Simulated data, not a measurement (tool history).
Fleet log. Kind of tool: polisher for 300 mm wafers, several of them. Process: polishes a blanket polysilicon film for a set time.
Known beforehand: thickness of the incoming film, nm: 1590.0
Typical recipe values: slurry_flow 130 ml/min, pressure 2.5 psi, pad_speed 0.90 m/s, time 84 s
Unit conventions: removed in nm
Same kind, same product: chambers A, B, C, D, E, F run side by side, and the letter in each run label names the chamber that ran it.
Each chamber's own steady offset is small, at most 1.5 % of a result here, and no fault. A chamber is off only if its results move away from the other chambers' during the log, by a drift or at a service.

run   hour  slurry_flow  pressure  pad_speed  time  wafers polished on this pad  hours since the slurry nozzle was cleaned  hours since the head pressure was calibrated  removed
       3.0  -- chamber A: worn pad replaced by a new one
 1F   12.6          130       2.5       0.90    84                          766                                      348.1                                        1211.4   543.68
 2D   22.7          130       2.5       0.90    84                          680                                       63.7                                         663.1   543.42
      29.3  -- chamber E: head pressure recalibrated
 3C   32.0          130       2.5       0.90    84                          329                                      561.5                                         314.1   547.51
 4B   38.7          130       2.5       0.90    84                          799                                      558.6                                          82.2   541.06
 5E   47.0          130       2.5       0.90    84                          983                                      279.4                                          17.7   541.17
 6A   53.0          130       2.5       0.90    84                          413                                      410.0                                         113.7   544.98
 7D   59.7          130       2.5       0.90    84                          986                                      100.7                                         700.1   538.10
 8B   66.1          130       2.5       0.90    84                         1025                                      586.0                                         109.6   538.69
      70.9  -- chamber F: worn pad replaced by a new one
 9E   75.6          130       2.5       0.90    84                         1220                                      308.0                                          46.3   544.62
      80.8  -- chamber C: worn pad replaced by a new one
10A   86.7          130       2.5       0.90    84                          691                                      443.7                                         147.4   539.20
      89.3  -- chamber A: worn pad replaced by a new one
      94.7  -- chamber E: worn pad replaced by a new one
11C   97.0          130       2.5       0.74    61                          134                                      626.5                                         379.1   332.19
12F  104.3          130       2.5       0.74    61                          276                                      439.8                                        1303.1   322.15
     104.6  -- chamber F: head pressure recalibrated
     108.1  -- chamber D: worn pad replaced by a new one
13C  115.1          130       2.5       0.74    61                          283                                      644.6                                         397.2   328.24
     122.9  -- chamber B: slurry nozzle cleaned
14E  126.2          130       2.5       0.74    61                          260                                      358.6                                          96.9   322.92
15B  138.7          130       2.5       0.74    61                         1625                                       15.8                                         182.2   321.03
16A  145.1          130       2.5       0.74    61                          461                                      502.1                                         205.8   323.10
17F  152.7          170       2.5       0.64    84                          676                                      488.2                                          48.2   405.41
18D  158.8          170       2.5       0.64    84                          419                                      199.8                                         799.2   405.63
     167.8  -- chamber A: worn pad replaced by a new one
19C  168.0          170       2.5       0.64    84                          720                                      697.5                                         450.1   412.83
20D  179.3          170       2.5       0.64    84                          588                                      220.3                                         819.7   403.53
     180.8  -- chamber C: worn pad replaced by a new one
21B  189.4          170       2.5       0.64    84                         2044                                       66.5                                         232.9   398.88
22E  196.9          170       2.5       0.64    84                          844                                      429.3                                         167.6   407.38
23A  202.9          130       2.5       0.90    84                          290                                      559.9                                         263.6   550.62
24F  210.7          130       2.5       0.90    84                         1155                                      546.2                                         106.2   537.77
25F  219.1          130       2.5       0.90    84                         1224                                      554.6                                         114.6   533.30
     228.3  -- chamber A: slurry nozzle cleaned
     229.1  -- chamber F: worn pad replaced by a new one
26A  230.0          130       2.5       0.90    84                          514                                        1.8                                         290.7   551.51
27E  240.7          130       2.5       0.90    84                         1206                                      473.1                                         211.4   541.17
     244.0  -- chamber B: head pressure recalibrated
     250.6  -- chamber A: worn pad replaced by a new one
28B  252.2          130       2.5       0.90    84                         2562                                      129.3                                           8.2   531.43
     254.8  -- chamber D: worn pad replaced by a new one
     255.8  -- chamber E: worn pad replaced by a new one
29C  262.2          130       2.5       0.90    84                          672                                      791.7                                         544.3   561.07
     265.2  -- chamber C: slurry nozzle cleaned
30D  267.9          130       2.5       0.90    84                          108                                      308.9                                         908.3   550.10
     269.0  -- chamber C: worn pad replaced by a new one
31F  279.4          130       2.5       0.90    84                          415                                      614.9                                         174.9   543.20
32B  286.0          130       2.5       0.90    84                         2842                                      163.1                                          42.0   532.00
33E  297.5          130       2.5       0.90    84                          345                                      529.9                                         268.2   544.13
     307.8  -- chamber F: slurry nozzle cleaned
34D  309.2          130       2.5       0.90    84                          449                                      350.2                                         949.6   542.45
35C  315.7          130       2.5       0.90    84                          386                                       50.6                                         597.8   555.33
36A  326.0          130       2.5       0.90    84                          622                                       97.8                                         386.7   555.00
     337.9  -- chamber A: worn pad replaced by a new one
37F  338.0          160       1.7       0.90    84                          899                                       30.2                                         233.5   379.04
38B  349.5          160       1.7       0.90    84                         3366                                      226.6                                         105.5   367.79
39D  361.8          160       1.7       0.90    84                          884                                      402.8                                        1002.2   379.66
40A  368.6          160       1.7       0.90    84                          254                                      140.4                                         429.3   387.34

The same settings go to every chamber for the next run, one line per chamber below. Forecast the results for each:
41A  377.7          130       2.5       0.90    84                                                                                                                              ?
41B  377.7          130       2.5       0.90    84                                                                                                                              ?
41C  377.7          130       2.5       0.90    84                                                                                                                              ?
41D  377.7          130       2.5       0.90    84                                                                                                                              ?
41E  377.7          130       2.5       0.90    84                                                                                                                              ?
41F  377.7          130       2.5       0.90    84                                                                                                                              ?

run  removed
41A   547.23
41B   515.56
41C   560.44
41D   535.03
41E   535.49
41F   539.45

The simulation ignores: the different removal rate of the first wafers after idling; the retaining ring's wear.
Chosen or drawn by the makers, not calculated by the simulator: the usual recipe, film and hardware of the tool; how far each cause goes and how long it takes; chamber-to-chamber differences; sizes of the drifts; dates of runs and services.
